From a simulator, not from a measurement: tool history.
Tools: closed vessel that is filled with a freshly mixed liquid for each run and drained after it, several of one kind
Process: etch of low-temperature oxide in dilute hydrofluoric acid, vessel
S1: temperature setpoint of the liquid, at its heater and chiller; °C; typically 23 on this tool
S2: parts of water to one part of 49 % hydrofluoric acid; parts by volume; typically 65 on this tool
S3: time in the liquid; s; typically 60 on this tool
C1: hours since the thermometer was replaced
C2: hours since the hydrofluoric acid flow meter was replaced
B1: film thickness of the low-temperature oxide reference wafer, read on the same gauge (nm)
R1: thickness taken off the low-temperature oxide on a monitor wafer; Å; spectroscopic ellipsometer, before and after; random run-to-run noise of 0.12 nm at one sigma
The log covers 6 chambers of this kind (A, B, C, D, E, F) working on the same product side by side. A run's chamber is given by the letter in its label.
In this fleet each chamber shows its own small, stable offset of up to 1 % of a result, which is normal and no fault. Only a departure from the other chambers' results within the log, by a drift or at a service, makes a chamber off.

Run 1D, hour 6.9: usual settings; C1 279.9; C2 269.4; B1 139.97. Result: R1 180.580 Å.
Run 2B, hour 10.7: usual settings; C1 408.8; C2 1928.7; B1 139.97. Result: R1 177.830 Å.
At hour 16.4: chamber B: hydrofluoric acid flow meter replaced.
Run 3E, hour 17.2: usual settings; C1 1027.5; C2 194.1; B1 140.01. Result: R1 182.020 Å.
Run 4F, hour 21.5: usual settings; C1 755.7; C2 656.7; B1 139.99. Result: R1 180.710 Å.
Run 5C, hour 27.5: usual settings; C1 663.4; C2 1097.1; B1 139.98. Result: R1 179.630 Å.
Run 6A, hour 34.6: usual settings; C1 304.0; C2 314.3; B1 139.97. Result: R1 178.800 Å.
Run 7E, hour 38.9: usual settings but S3 30 s; C1 1049.2; C2 215.8; B1 139.98. Result: R1 89.731 Å.
Run 8B, hour 46.2: usual settings but S3 30 s; C1 444.3; C2 29.9; B1 140.00. Result: R1 90.090 Å.
Run 9A, hour 50.8: usual settings but S3 30 s; C1 320.2; C2 330.5; B1 139.99. Result: R1 90.152 Å.
Run 10D, hour 56.7: usual settings but S3 30 s; C1 329.7; C2 319.2; B1 139.99. Result: R1 90.527 Å.
Run 11C, hour 61.7: usual settings but S3 30 s; C1 697.6; C2 1131.3; B1 139.98. Result: R1 90.424 Å.
Run 12F, hour 66.3: usual settings but S3 30 s; C1 800.5; C2 701.5; B1 139.98. Result: R1 89.560 Å.
Run 13C, hour 71.6: usual settings; C1 707.5; C2 1141.2; B1 139.98. Result: R1 180.360 Å.
Run 14D, hour 75.4: usual settings; C1 348.4; C2 337.9; B1 139.97. Result: R1 181.610 Å.
Run 15B, hour 82.5: usual settings; C1 480.6; C2 66.2; B1 139.94. Result: R1 182.850 Å.
Run 16A, hour 86.3: usual settings; C1 355.7; C2 366.0; B1 140.02. Result: R1 178.880 Å.
Run 17E, hour 92.7: usual settings; C1 1103.0; C2 269.6; B1 139.99. Result: R1 179.930 Å.
Run 18F, hour 97.1: usual settings but S1 19 °C, S2 90 parts by volume; C1 831.3; C2 732.3; B1 139.98. Result: R1 106.760 Å.
Run 19D, hour 103.7: usual settings but S1 19 °C, S2 90 parts by volume; C1 376.7; C2 366.2; B1 140.02. Result: R1 107.640 Å.
Run 20A, hour 107.8: usual settings but S1 19 °C, S2 90 parts by volume; C1 377.2; C2 387.5; B1 140.00. Result: R1 106.370 Å.
Run 21C, hour 114.2: usual settings but S1 19 °C, S2 90 parts by volume; C1 750.1; C2 1183.8; B1 140.02. Result: R1 108.160 Å.
Run 22F, hour 119.5: usual settings but S1 19 °C, S2 90 parts by volume; C1 853.7; C2 754.7; B1 140.01. Result: R1 107.780 Å.
At hour 124.6: chamber C: hydrofluoric acid flow meter replaced.
Run 23E, hour 126.2: usual settings but S1 19 °C, S2 90 parts by volume; C1 1136.5; C2 303.1; B1 140.01. Result: R1 106.710 Å.
Run 24B, hour 131.7: usual settings; C1 529.8; C2 115.4; B1 140.00. Result: R1 187.990 Å.
At hour 133.4: chamber F: thermometer replaced.
Run 25B, hour 136.0: usual settings; C1 534.1; C2 119.7; B1 140.01. Result: R1 188.720 Å.
Run 26E, hour 141.3: usual settings; C1 1151.6; C2 318.2; B1 140.00. Result: R1 179.780 Å.
Run 27D, hour 145.4: usual settings; C1 418.4; C2 407.9; B1 140.01. Result: R1 180.050 Å.
Run 28F, hour 151.8: usual settings; C1 18.5; C2 787.0; B1 140.01. Result: R1 181.410 Å.
Run 29C, hour 158.8: usual settings; C1 794.7; C2 34.3; B1 140.00. Result: R1 179.770 Å.
At hour 160.3: chamber C: thermometer replaced.
Run 30A, hour 163.2: usual settings but S3 90 s; C1 432.6; C2 442.9; B1 139.97. Result: R1 268.380 Å.
Run 31D, hour 170.1: usual settings but S3 90 s; C1 443.1; C2 432.6; B1 139.98. Result: R1 272.430 Å.
Run 32F, hour 173.5: usual settings but S3 90 s; C1 40.2; C2 808.7; B1 140.03. Result: R1 270.890 Å.
Run 33A, hour 180.0: usual settings but S3 90 s; C1 449.4; C2 459.7; B1 139.98. Result: R1 267.790 Å.
Run 34B, hour 183.7: usual settings but S3 90 s; C1 581.8; C2 167.4; B1 139.98. Result: R1 290.890 Å.
Run 35E, hour 188.9: usual settings but S3 90 s; C1 1199.2; C2 365.8; B1 140.01. Result: R1 272.960 Å.
Run 36C, hour 192.6: usual settings; C1 32.3; C2 68.1; B1 140.00. Result: R1 178.650 Å.

Each of the 6 chambers runs these same settings next. Fill in every chamber's results:
Run 37A, hour 197.8: usual settings but S2 80 parts by volume. Result: R1 ?.
Run 37B, hour 197.8: usual settings but S2 80 parts by volume. Result: R1 ?.
Run 37C, hour 197.8: usual settings but S2 80 parts by volume. Result: R1 ?.
Run 37D, hour 197.8: usual settings but S2 80 parts by volume. Result: R1 ?.
Run 37E, hour 197.8: usual settings but S2 80 parts by volume. Result: R1 ?.
Run 37F, hour 197.8: usual settings but S2 80 parts by volume. Result: R1 ?.

run       R1
37A  142.640
37B  157.830
37C  143.460
37D  144.010
37E  141.680
37F  144.490
